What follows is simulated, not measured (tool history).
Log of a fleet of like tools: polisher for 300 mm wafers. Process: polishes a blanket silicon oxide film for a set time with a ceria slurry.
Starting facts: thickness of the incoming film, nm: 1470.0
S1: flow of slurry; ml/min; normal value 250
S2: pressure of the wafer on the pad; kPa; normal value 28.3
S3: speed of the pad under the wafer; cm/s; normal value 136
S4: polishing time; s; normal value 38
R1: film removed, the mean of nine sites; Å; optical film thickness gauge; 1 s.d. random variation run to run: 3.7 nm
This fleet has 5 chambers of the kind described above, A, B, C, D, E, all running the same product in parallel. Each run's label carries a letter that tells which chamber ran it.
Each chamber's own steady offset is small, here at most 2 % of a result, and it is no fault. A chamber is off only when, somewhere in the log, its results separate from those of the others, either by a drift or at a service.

At hour 7.2: chamber B: worn pad replaced by a new one.
Run 1C, hour 7.2: usual settings. Result: R1 2741.7 Å.
Run 2D, hour 15.1: usual settings. Result: R1 2682.8 Å.
At hour 19.5: chamber E: worn pad replaced by a new one.
At hour 24.0: chamber C: slurry nozzle cleaned.
Run 3B, hour 24.7: usual settings. Result: R1 2735.2 Å.
At hour 36.2: chamber D: worn pad replaced by a new one.
Run 4E, hour 37.0: usual settings. Result: R1 2739.0 Å.
Run 5A, hour 48.7: usual settings. Result: R1 2726.9 Å.
At hour 49.9: chamber C: worn pad replaced by a new one.
Run 6E, hour 60.0: usual settings. Result: R1 2719.3 Å.
Run 7A, hour 74.8: usual settings. Result: R1 2709.5 Å.
At hour 82.2: chamber C: head pressure recalibrated.
Run 8B, hour 86.2: usual settings. Result: R1 2819.7 Å.
At hour 86.6: chamber E: worn pad replaced by a new one.
Run 9C, hour 101.4: usual settings. Result: R1 2761.8 Å.
At hour 103.4: chamber D: worn pad replaced by a new one.
Run 10D, hour 110.3: usual settings. Result: R1 2700.5 Å.
At hour 123.9: chamber A: worn pad replaced by a new one.
Run 11E, hour 124.4: usual settings. Result: R1 2796.6 Å.
Run 12C, hour 133.2: usual settings. Result: R1 2666.9 Å.
At hour 135.9: chamber C: worn pad replaced by a new one.
At hour 136.7: chamber B: slurry nozzle cleaned.
Run 13A, hour 142.2: usual settings. Result: R1 2777.8 Å.
Run 14B, hour 151.0: usual settings but S3 168 cm/s, S4 26 s. Result: R1 2373.2 Å.
At hour 154.8: chamber E: worn pad replaced by a new one.
Run 15D, hour 159.5: usual settings but S3 168 cm/s, S4 26 s. Result: R1 2306.2 Å.
Run 16D, hour 167.1: usual settings but S3 168 cm/s, S4 26 s. Result: R1 2247.1 Å.
At hour 168.1: chamber B: worn pad replaced by a new one.
Run 17B, hour 177.9: usual settings but S3 168 cm/s, S4 26 s. Result: R1 2340.7 Å.
At hour 180.7: chamber D: worn pad replaced by a new one.
Run 18A, hour 188.8: usual settings but S3 168 cm/s, S4 26 s. Result: R1 2292.2 Å.
At hour 201.1: chamber C: worn pad replaced by a new one.
Run 19E, hour 203.8: usual settings. Result: R1 2747.6 Å.
Run 20C, hour 211.8: usual settings. Result: R1 2726.9 Å.
Run 21D, hour 221.6: usual settings. Result: R1 2764.2 Å.
At hour 227.9: chamber D: head pressure recalibrated.
At hour 228.0: chamber A: slurry nozzle cleaned.
Run 22C, hour 235.6: usual settings. Result: R1 2739.6 Å.
At hour 237.6: chamber E: worn pad replaced by a new one.
At hour 240.7: chamber E: head pressure recalibrated.
Run 23B, hour 251.4: usual settings. Result: R1 2733.4 Å.
At hour 253.6: chamber D: worn pad replaced by a new one.
Run 24A, hour 260.0: usual settings. Result: R1 2716.7 Å.
At hour 271.1: chamber C: worn pad replaced by a new one.
Run 25E, hour 275.3: usual settings. Result: R1 2709.0 Å.
Run 26C, hour 287.5: usual settings but S1 165 ml/min, S2 19.3 kPa. Result: R1 1764.2 Å.
Run 27A, hour 296.0: usual settings but S1 165 ml/min, S2 19.3 kPa. Result: R1 1764.9 Å.
At hour 307.8: chamber A: worn pad replaced by a new one.
Run 28E, hour 307.8: usual settings but S1 165 ml/min, S2 19.3 kPa. Result: R1 1724.4 Å.
Run 29B, hour 316.6: usual settings but S1 165 ml/min, S2 19.3 kPa. Result: R1 1766.5 Å.
At hour 319.5: chamber E: worn pad replaced by a new one.
Run 30D, hour 327.4: usual settings but S1 165 ml/min, S2 19.3 kPa. Result: R1 1944.2 Å.
At hour 330.8: chamber B: head pressure recalibrated.
At hour 335.0: chamber D: worn pad replaced by a new one.
Run 31E, hour 339.7: usual settings. Result: R1 2682.7 Å.
At hour 340.1: chamber C: worn pad replaced by a new one.
At hour 340.8: chamber B: worn pad replaced by a new one.
Run 32C, hour 347.1: usual settings. Result: R1 2787.0 Å.
Run 33A, hour 358.3: usual settings. Result: R1 2721.4 Å.
Run 34B, hour 367.6: usual settings. Result: R1 2790.9 Å.
Run 35D, hour 383.3: usual settings. Result: R1 3001.0 Å.

Decide between three cases: one chamber stands off from its peers, the gauge reading all wafers drifts, or nothing is wrong past each chamber's small offset. Where a chamber is off, say which and what most likely put it there.

Chamber D came out of a service off from its peers and stayed that way.
Cause: head's pressure above its setpoint, % = 11.9.

Chamber D could run next with any of the 4 candidate recipes listed below; each alters the usual settings, and their results appear as question marks. Which one brings its results back in line with what the other chambers deliver on the usual settings?
In line here means within this much of the mean the other chambers give on the usual settings: R1 130.0 Å
Run 36D-1, hour 395.1: usual settings but S1 245 ml/min, S4 32 s. Result: R1 ?.
Run 36D-2, hour 395.1: usual settings but S2 30.3 kPa, S3 144 cm/s, S4 40 s. Result: R1 ?.
Run 36D-3, hour 395.1: usual settings but S2 26.9 kPa, S4 36 s. Result: R1 ?.
Run 36D-4, hour 395.1: usual settings but S2 29.6 kPa, S3 142 cm/s. Result: R1 ?.

The other chambers' mean on the usual settings: R1 2737.7 Å
  run      R1
36D-1  2513.2
36D-2  3576.7
36D-3  2694.6
36D-4  3274.7
36D-3 brings the chamber back in line.

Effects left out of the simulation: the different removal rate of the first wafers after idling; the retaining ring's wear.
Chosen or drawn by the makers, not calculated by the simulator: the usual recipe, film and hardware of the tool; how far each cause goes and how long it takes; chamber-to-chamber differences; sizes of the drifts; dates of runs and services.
